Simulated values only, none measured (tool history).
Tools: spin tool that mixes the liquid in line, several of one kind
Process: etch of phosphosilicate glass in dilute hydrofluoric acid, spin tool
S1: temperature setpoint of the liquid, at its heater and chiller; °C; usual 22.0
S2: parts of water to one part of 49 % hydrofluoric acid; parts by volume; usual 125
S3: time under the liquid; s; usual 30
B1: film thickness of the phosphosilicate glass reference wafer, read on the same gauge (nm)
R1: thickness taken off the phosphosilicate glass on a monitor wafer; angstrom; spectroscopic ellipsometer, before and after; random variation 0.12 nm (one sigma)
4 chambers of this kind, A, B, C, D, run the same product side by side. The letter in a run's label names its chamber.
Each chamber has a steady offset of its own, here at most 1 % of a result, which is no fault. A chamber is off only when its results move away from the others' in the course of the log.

run   hour    S1   S2  S3      B1       R1
 1A    4.2  22.0  125  30  60.085  130.780
 2B    9.7  22.0  125  30  60.017  128.830
 3C   15.7  22.0  125  30  59.987  129.020
 4D   22.0  22.0  125  30  60.034  131.040
 5D   27.0  25.0  125  40  59.968  194.690
 6B   34.6  25.0  125  40  59.963  196.240
 7A   42.4  25.0  125  40  60.009  194.270
 8C   49.5  25.0  125  40  60.012  191.330
 9D   55.9  22.0  125  30  60.004  133.190
10A   62.0  22.0  125  30  59.988  129.160
11C   68.4  22.0  125  30  59.946  130.870
12B   76.2  22.0  125  30  59.984  130.220
13C   82.0  19.0  125  40  60.006  153.940
14A   86.3  19.0  125  40  59.972  150.590
15D   92.3  19.0  125  40  60.009  153.810
16B   96.3  19.0  125  40  60.021  149.990
17A  101.4  22.0  125  30  59.996  128.930
18D  105.5  22.0  125  30  60.001  131.160
19B  109.2  22.0  125  30  59.996  123.700
20C  113.7  25.5  125  20  59.987   97.698
21A  119.6  25.5  125  20  60.008   96.012
22D  127.5  25.5  125  20  60.043   99.844
23C  133.4  25.5  125  20  60.001   98.636
24B  138.8  22.0  125  30  60.015  120.550
25B  144.7  22.0  125  30  60.010  120.200
26A  151.0  22.0  125  30  59.966  127.480
27D  158.1  22.0  125  30  60.009  129.020
28C  165.3  22.0  125  30  60.002  129.870
29C  169.8  22.0  125  30  59.977  130.360
30B  174.0  22.0  125  30  60.008  116.760
31A  178.5  22.0  125  30  60.015  127.510
32D  183.1  22.0  125  30  60.024  130.430
33D  189.1  22.0  165  40  60.028  124.690
34A  195.1  22.0  165  40  59.994  123.030

Is one chamber off against the others, does the gauge drift, or is nothing wrong? If a chamber is off, say which, and what the likeliest cause is.

Chamber B drifts away from the others.
Cause: hydrofluoric acid flow below the setpoint (%) = 10.8.

Here are 4 candidates for chamber B's next run, each the usual settings with a change, their results left as question marks. Which one brings its results back in line with what the others give on the usual settings?
In line means no further than this from the other chambers' mean on the usual settings: R1 4.200 angstrom
35B-1  200.8  25.5  125  30       ?
35B-2  200.8  22.0  140  30       ?
35B-3  200.8  22.0  130  30       ?
35B-4  200.8  22.0  120  30       ?

The other chambers' mean on the usual settings: R1 129.870 angstrom
  run       R1
35B-1  128.900
35B-2   98.680
35B-3  107.710
35B-4  118.310
35B-1 brings the chamber back in line.
